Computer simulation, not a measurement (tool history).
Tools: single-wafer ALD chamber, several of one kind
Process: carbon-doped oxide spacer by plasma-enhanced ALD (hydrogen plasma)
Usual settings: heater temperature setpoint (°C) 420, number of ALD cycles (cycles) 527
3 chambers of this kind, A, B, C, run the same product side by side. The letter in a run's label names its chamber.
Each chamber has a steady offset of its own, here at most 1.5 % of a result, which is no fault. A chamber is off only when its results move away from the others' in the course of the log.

run,day,heater temperature setpoint (°C),number of ALD cycles (cycles),hours since the last thermocouple change,"read-back reference wafer on the same gauge, thickness_nm",mean film thickness on the monitor wafer (angstrom)
1B,0.079,420,527,427.4,21.599,245.27
2A,0.229,420,527,999.3,21.589,247.16
3C,0.325,420,527,1899.5,21.591,247.91
4B,0.404,420,527,435.2,21.596,245.11
5C,0.533,420,527,1904.5,21.602,247.06
6A,0.692,415,618,1010.4,21.605,295.52
7B,0.788,415,618,444.4,21.609,292.1
8A,0.912,415,618,1015.7,21.597,294.67
9C,1.075,420,527,1917.5,21.602,248.67
10A,1.171,420,527,1021.9,21.604,247.26
11B,1.308,420,527,456.9,21.596,244.43
12C,1.454,420,596,1926.6,21.598,281.3
13A,1.629,420,596,1032.9,21.605,279.71
14B,1.746,420,596,467.4,21.611,277.75
15C,1.912,420,527,1937.6,21.609,246.78
16C,2.079,420,527,1941.6,21.608,247.58
17B,2.167,420,527,477.5,21.6,244.85
18A,2.267,420,527,1048.2,21.6,246.45
19A,2.421,420,527,1051.9,21.591,246.72
20C,2.542,420,527,1952.7,21.595,246.78
21B,2.717,420,527,490.7,21.604,244.58
22B,2.838,420,527,493.6,21.603,245.03
23C,2.917,432,619,1961.7,21.607,280.04
24A,3.05,432,619,1067,21.599,278.9
25A,3.142,432,619,1069.2,21.601,279.63
26C,3.242,420,527,1969.5,21.592,247.68
27B,3.388,420,527,506.8,21.587,244.63
28C,3.533,420,527,1976.5,21.607,248.19
29B,3.662,420,527,513.4,21.604,245.04
30A,3.804,420,527,1085.1,21.595,246.38
31A,3.938,420,437,1088.3,21.608,204.84
32B,4.088,420,437,523.6,21.603,202.36
33C,4.2,420,437,1992.5,21.596,204.61
34C,4.371,420,527,1996.6,21.592,246.69
35B,4.517,420,527,533.9,21.617,245.44
36A,4.608,420,527,1104.4,21.607,246.95
37C,4.783,420,527,2006.5,21.595,247.1
38A,4.871,412,494,1110.7,21.6,238.05
39B,4.958,412,494,544.5,21.605,235.99
40B,5.121,412,494,548.4,21.59,234.85
41A,5.204,431,613,1118.7,21.589,276.69
42C,5.288,431,613,2018.6,21.617,277.71

Is one chamber off against the others, does the gauge drift, or is nothing wrong? If a chamber is off, say which, and what the likeliest cause is.

No chamber stands off beyond its own small offset, and the gauge holds steady.
